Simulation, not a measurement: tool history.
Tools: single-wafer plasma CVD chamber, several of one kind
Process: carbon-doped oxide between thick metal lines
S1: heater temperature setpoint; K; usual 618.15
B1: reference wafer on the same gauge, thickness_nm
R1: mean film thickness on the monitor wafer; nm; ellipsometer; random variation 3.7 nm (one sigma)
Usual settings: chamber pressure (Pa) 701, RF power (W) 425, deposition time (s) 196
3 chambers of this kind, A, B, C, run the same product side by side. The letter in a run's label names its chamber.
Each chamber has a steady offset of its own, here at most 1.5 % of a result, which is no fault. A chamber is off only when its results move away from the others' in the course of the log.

At hour 0.8: chamber A: capacitance manometer re-zeroed and calibrated.
Run 1A, hour 4.6: usual settings; B1 978.15. Result: R1 902.64 nm.
Run 2B, hour 7.2: usual settings; B1 977.94. Result: R1 913.85 nm.
Run 3C, hour 10.7: usual settings; B1 976.58. Result: R1 899.80 nm.
Run 4A, hour 13.4: usual settings; B1 977.62. Result: R1 901.04 nm.
Run 5B, hour 18.3: usual settings; B1 978.37. Result: R1 911.07 nm.
Run 6C, hour 23.2: usual settings; B1 977.34. Result: R1 901.18 nm.
Run 7C, hour 28.1: usual settings; B1 978.95. Result: R1 904.90 nm.
Run 8A, hour 31.7: usual settings but chamber pressure (Pa) 869; B1 977.56. Result: R1 927.65 nm.
Run 9B, hour 36.1: usual settings but chamber pressure (Pa) 869; B1 978.48. Result: R1 940.34 nm.
Run 10A, hour 40.9: usual settings but chamber pressure (Pa) 869; B1 978.14. Result: R1 928.05 nm.
Run 11C, hour 45.4: usual settings; B1 977.84. Result: R1 905.78 nm.
Run 12B, hour 48.4: usual settings; B1 978.29. Result: R1 914.63 nm.
Run 13B, hour 51.5: usual settings; B1 978.29. Result: R1 913.15 nm.
Run 14C, hour 56.7: usual settings; B1 977.70. Result: R1 903.59 nm.
Run 15A, hour 60.0: usual settings; B1 978.29. Result: R1 900.95 nm.
Run 16A, hour 65.2: usual settings; B1 977.50. Result: R1 904.50 nm.
Run 17B, hour 68.3: usual settings; B1 978.25. Result: R1 913.16 nm.
Run 18C, hour 71.1: usual settings; B1 977.79. Result: R1 901.82 nm.
Run 19B, hour 75.8: usual settings; B1 978.25. Result: R1 919.20 nm.
Run 20A, hour 79.6: usual settings; B1 977.69. Result: R1 897.30 nm.
Run 21C, hour 84.5: usual settings; B1 978.40. Result: R1 902.55 nm.
Run 22C, hour 87.0: usual settings; B1 977.88. Result: R1 909.75 nm.
Run 23B, hour 91.1: usual settings; B1 977.31. Result: R1 909.98 nm.
Run 24A, hour 96.1: usual settings; B1 978.18. Result: R1 907.16 nm.
Run 25A, hour 99.1: usual settings but deposition time (s) 223; B1 978.59. Result: R1 1030.60 nm.
Run 26B, hour 102.0: usual settings but deposition time (s) 223; B1 979.07. Result: R1 1044.30 nm.
Run 27C, hour 105.3: usual settings but deposition time (s) 223; B1 978.44. Result: R1 1027.00 nm.
Run 28C, hour 110.2: usual settings; B1 977.60. Result: R1 898.99 nm.
Run 29A, hour 114.3: usual settings; B1 977.65. Result: R1 905.97 nm.
Run 30B, hour 117.5: usual settings; B1 978.61. Result: R1 921.14 nm.
Run 31A, hour 120.3: usual settings; B1 977.85. Result: R1 906.88 nm.
Run 32C, hour 123.7: usual settings; B1 977.82. Result: R1 905.13 nm.
Run 33B, hour 128.7: usual settings; B1 978.73. Result: R1 912.68 nm.
Run 34C, hour 133.7: usual settings; B1 978.10. Result: R1 906.94 nm.
Run 35A, hour 138.3: usual settings; B1 978.06. Result: R1 901.28 nm.
Run 36B, hour 141.8: usual settings; B1 979.31. Result: R1 919.31 nm.
Run 37C, hour 145.1: usual settings but RF power (W) 375; B1 976.95. Result: R1 827.48 nm.
Run 38A, hour 149.8: usual settings but RF power (W) 375; B1 977.02. Result: R1 827.39 nm.
Run 39B, hour 154.1: usual settings but RF power (W) 375; B1 977.47. Result: R1 834.73 nm.
Run 40A, hour 157.9: usual settings; B1 977.90. Result: R1 902.81 nm.
Run 41B, hour 161.4: usual settings but S1 624.15 K, RF power (W) 375; B1 978.06. Result: R1 819.02 nm.
Run 42C, hour 166.3: usual settings but S1 624.15 K, RF power (W) 375; B1 978.82. Result: R1 814.34 nm.
Run 43B, hour 171.7: usual settings but S1 624.15 K, RF power (W) 375; B1 978.41. Result: R1 825.69 nm.

Next, every chamber runs the same settings. What will each give?
Run 44A, hour 175.5: usual settings. Result: R1 ?.
Run 44B, hour 175.5: usual settings. Result: R1 ?.
Run 44C, hour 175.5: usual settings. Result: R1 ?.

run      R1
44A  906.83
44B  917.00
44C  901.77
